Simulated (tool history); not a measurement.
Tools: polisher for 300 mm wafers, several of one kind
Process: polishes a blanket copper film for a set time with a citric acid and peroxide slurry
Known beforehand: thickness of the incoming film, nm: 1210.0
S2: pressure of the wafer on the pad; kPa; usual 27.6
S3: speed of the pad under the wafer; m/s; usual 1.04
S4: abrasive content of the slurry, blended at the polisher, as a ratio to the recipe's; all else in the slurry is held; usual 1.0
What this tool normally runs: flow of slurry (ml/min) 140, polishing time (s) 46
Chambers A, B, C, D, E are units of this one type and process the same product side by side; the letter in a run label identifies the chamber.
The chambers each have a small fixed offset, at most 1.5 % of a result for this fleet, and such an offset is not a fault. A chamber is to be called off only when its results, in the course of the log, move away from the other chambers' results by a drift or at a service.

At hour 1.8: chamber E: worn pad replaced by a new one.
At hour 7.2: chamber D: worn pad replaced by a new one.
Run 1D, hour 13.3: usual settings. Result: film removed (Å) 1346.3.
At hour 15.4: chamber A: worn pad replaced by a new one.
At hour 15.7: chamber B: worn pad replaced by a new one.
Run 2E, hour 23.3: usual settings. Result: film removed (Å) 1356.7.
Run 3C, hour 29.4: usual settings. Result: film removed (Å) 1347.8.
At hour 30.3: chamber B: slurry nozzle cleaned.
Run 4B, hour 40.6: usual settings. Result: film removed (Å) 1341.5.
Run 5A, hour 47.6: usual settings. Result: film removed (Å) 1354.2.
At hour 54.0: chamber C: worn pad replaced by a new one.
Run 6E, hour 56.7: usual settings. Result: film removed (Å) 1368.7.
Run 7C, hour 69.9: usual settings. Result: film removed (Å) 1366.6.
Run 8B, hour 76.3: usual settings. Result: film removed (Å) 1340.4.
At hour 84.8: chamber B: slurry blender recalibrated.
Run 9D, hour 87.3: usual settings. Result: film removed (Å) 1370.1.
Run 10A, hour 98.7: usual settings. Result: film removed (Å) 1363.6.
At hour 100.4: chamber B: worn pad replaced by a new one.
At hour 101.5: chamber A: worn pad replaced by a new one.
At hour 107.3: chamber D: worn pad replaced by a new one.
Run 11B, hour 107.4: usual settings. Result: film removed (Å) 1348.0.
At hour 115.0: chamber E: worn pad replaced by a new one.
Run 12E, hour 118.7: usual settings. Result: film removed (Å) 1348.8.
Run 13D, hour 130.4: usual settings. Result: film removed (Å) 1357.5.
At hour 137.0: chamber C: worn pad replaced by a new one.
Run 14A, hour 138.1: usual settings. Result: film removed (Å) 1340.2.
At hour 144.1: chamber E: slurry nozzle cleaned.
Run 15C, hour 146.5: usual settings. Result: film removed (Å) 1340.0.
Run 16D, hour 157.7: usual settings. Result: film removed (Å) 1360.2.
At hour 170.7: chamber D: slurry nozzle cleaned.
Run 17C, hour 170.8: usual settings. Result: film removed (Å) 1316.8.
At hour 177.4: chamber B: worn pad replaced by a new one.
Run 18E, hour 180.7: usual settings. Result: film removed (Å) 1351.9.
At hour 186.3: chamber A: worn pad replaced by a new one.
Run 19B, hour 186.8: usual settings. Result: film removed (Å) 1329.3.
At hour 190.5: chamber B: slurry blender recalibrated.
At hour 196.9: chamber D: worn pad replaced by a new one.
Run 20A, hour 197.1: usual settings. Result: film removed (Å) 1375.9.
Run 21E, hour 204.7: usual settings. Result: film removed (Å) 1361.1.
Run 22C, hour 216.9: usual settings. Result: film removed (Å) 1353.3.
At hour 220.1: chamber A: slurry nozzle cleaned.
At hour 224.8: chamber C: worn pad replaced by a new one.
Run 23D, hour 228.9: usual settings. Result: film removed (Å) 1357.7.
At hour 237.8: chamber E: worn pad replaced by a new one.
Run 24A, hour 239.3: usual settings. Result: film removed (Å) 1365.5.
At hour 246.2: chamber B: worn pad replaced by a new one.
Run 25B, hour 248.2: usual settings. Result: film removed (Å) 1367.0.
Run 26E, hour 260.9: usual settings. Result: film removed (Å) 1322.8.
At hour 261.2: chamber C: head pressure recalibrated.
Run 27C, hour 268.7: usual settings. Result: film removed (Å) 1307.2.
At hour 275.1: chamber A: worn pad replaced by a new one.
Run 28B, hour 277.7: usual settings. Result: film removed (Å) 1324.5.
At hour 281.0: chamber B: slurry blender recalibrated.
Run 29D, hour 284.0: usual settings. Result: film removed (Å) 1361.5.
At hour 286.0: chamber D: slurry blender recalibrated.
At hour 290.1: chamber D: worn pad replaced by a new one.
Run 30A, hour 292.9: usual settings but S3 1.20 m/s, S4 1.2. Result: film removed (Å) 1626.1.
Run 31B, hour 300.3: usual settings but S3 1.20 m/s, S4 1.2. Result: film removed (Å) 1600.1.
At hour 304.8: chamber C: worn pad replaced by a new one.
Run 32A, hour 307.5: usual settings but S3 1.20 m/s, S4 1.2. Result: film removed (Å) 1651.2.
Run 33E, hour 320.4: usual settings but S3 1.20 m/s, S4 1.2. Result: film removed (Å) 1623.7.
At hour 327.3: chamber E: slurry blender recalibrated.
Run 34C, hour 329.5: usual settings but S3 1.20 m/s, S4 1.2. Result: film removed (Å) 1596.2.
Run 35D, hour 337.3: usual settings. Result: film removed (Å) 1361.3.
Run 36E, hour 346.2: usual settings. Result: film removed (Å) 1369.8.
Run 37A, hour 356.0: usual settings. Result: film removed (Å) 1365.0.
Run 38D, hour 362.7: usual settings. Result: film removed (Å) 1334.3.
Run 39C, hour 369.2: usual settings. Result: film removed (Å) 1313.0.

All chambers now run identical settings, listed one chamber a line with results as question marks. What results will each chamber show?
Run 40A, hour 379.3: usual settings but S2 31.0 kPa. Result: film removed (Å) ?.
Run 40B, hour 379.3: usual settings but S2 31.0 kPa. Result: film removed (Å) ?.
Run 40C, hour 379.3: usual settings but S2 31.0 kPa. Result: film removed (Å) ?.
Run 40D, hour 379.3: usual settings but S2 31.0 kPa. Result: film removed (Å) ?.
Run 40E, hour 379.3: usual settings but S2 31.0 kPa. Result: film removed (Å) ?.

run  film removed (Å)
40A            1513.1
40B            1494.1
40C            1481.5
40D            1467.7
40E            1496.8
